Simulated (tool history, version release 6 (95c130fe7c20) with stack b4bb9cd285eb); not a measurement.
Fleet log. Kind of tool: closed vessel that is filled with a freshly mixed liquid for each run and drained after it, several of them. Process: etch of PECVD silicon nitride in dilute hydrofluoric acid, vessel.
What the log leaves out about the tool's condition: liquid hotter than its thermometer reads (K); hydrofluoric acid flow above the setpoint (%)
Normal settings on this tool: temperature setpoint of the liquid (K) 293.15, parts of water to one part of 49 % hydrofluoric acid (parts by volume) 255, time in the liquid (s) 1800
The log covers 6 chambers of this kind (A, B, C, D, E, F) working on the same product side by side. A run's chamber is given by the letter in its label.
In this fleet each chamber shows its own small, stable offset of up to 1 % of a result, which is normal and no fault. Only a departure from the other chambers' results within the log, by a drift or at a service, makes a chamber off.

run	hour	temperature setpoint of the liquid (K)	parts of water to one part of 49 % hydrofluoric acid (parts by volume)	time in the liquid (s)	hours since the thermometer was replaced	hours since the hydrofluoric acid flow meter was replaced	read-back film thickness of the PECVD silicon nitride reference wafer, read on the same gauge (nm)	thickness taken off the PECVD silicon nitride on a monitor wafer (Å)
1F	6.9	293.15	255	1800	1682.7	649.9	130.01	175.14
2E	12.8	293.15	255	1800	1064.3	1612.9	130.01	174.92
3A	17.1	293.15	255	1800	1589.2	713.3	130.01	174.81
4C	24.3	293.15	255	1800	132.9	1788.6	129.99	177.83
5B	32.3	293.15	255	2125	290.6	1746.4	130.00	206.86
6D	39.4	293.15	255	2125	981.1	349.9	129.97	206.65
7D	44.6	293.15	255	2125	986.3	355.1	129.99	206.35
8A	50.6	293.15	255	2125	1622.7	746.8	130.02	205.89
9E	58.8	293.15	255	2125	1110.3	1658.9	129.93	207.04
10B	64.7	293.15	255	2125	323.0	1778.8	130.01	206.90
11F	72.2	293.15	255	1800	1748.0	715.2	129.99	175.00
12C	79.6	293.15	255	1800	188.2	1843.9	130.00	177.02
13E	88.3	293.15	255	1800	1139.8	1688.4	129.98	176.48
14D	95.8	293.15	255	1800	1037.5	406.3	129.96	175.21
# hour 97.9: chamber D: hydrofluoric acid flow meter replaced
15F	104.6	293.15	255	1800	1780.4	747.6	129.94	174.96
# hour 105.9: chamber F: thermometer replaced
16C	111.8	293.15	255	1800	220.4	1876.1	129.95	177.24
17B	118.0	297.15	255	1800	376.3	1832.1	130.04	225.94
18A	123.1	297.15	255	1800	1695.2	819.3	130.03	226.08
19B	128.9	297.15	255	1800	387.2	1843.0	130.05	225.34
20A	136.7	297.15	255	1800	1708.8	832.9	129.97	226.87
21C	141.2	297.15	255	1800	249.8	1905.5	130.00	227.86
# hour 145.7: chamber C: hydrofluoric acid flow meter replaced
22E	146.0	297.15	255	1800	1197.5	1746.1	129.99	227.03
23F	152.7	293.15	255	1800	46.9	795.7	130.01	175.03
24D	156.9	293.15	255	1800	1098.6	59.0	129.99	175.60
25E	161.6	293.15	255	1800	1213.1	1761.7	130.00	176.41
26C	168.5	293.15	255	1800	277.1	22.8	129.97	177.17
# hour 175.7: chamber B: hydrofluoric acid flow meter replaced
27B	176.0	293.15	255	1800	434.3	0.3	130.05	175.16
28F	180.6	293.15	255	1800	74.8	823.6	129.98	175.16
29D	186.4	293.15	255	1800	1128.1	88.5	130.00	174.68
30A	191.4	293.15	255	1800	1763.5	887.6	130.00	174.63
31B	197.6	293.15	255	1800	455.9	21.9	129.98	175.54
32F	205.4	293.15	255	1800	99.6	848.4	129.99	175.67
33D	212.2	295.15	155	1800	1153.9	114.3	130.00	327.74
34E	217.2	295.15	155	1800	1268.7	1817.3	129.97	323.92
35C	224.6	295.15	155	1800	333.2	78.9	130.00	324.73
36A	230.8	295.15	155	1800	1802.9	927.0	129.99	323.34
37C	234.9	295.15	155	1800	343.5	89.2	130.02	325.37
38B	243.9	295.15	155	1800	502.2	68.2	130.03	323.99
39F	251.9	293.15	255	1800	146.1	894.9	130.01	175.25

Has any chamber moved away from the others, gradually or after a service, or does the common gauge drift, or do the chambers differ only by their own small steady offsets? State the chamber and the most likely cause if one applies.

Neither any chamber nor the gauge drifts; the chambers differ only by their own small, steady offsets.

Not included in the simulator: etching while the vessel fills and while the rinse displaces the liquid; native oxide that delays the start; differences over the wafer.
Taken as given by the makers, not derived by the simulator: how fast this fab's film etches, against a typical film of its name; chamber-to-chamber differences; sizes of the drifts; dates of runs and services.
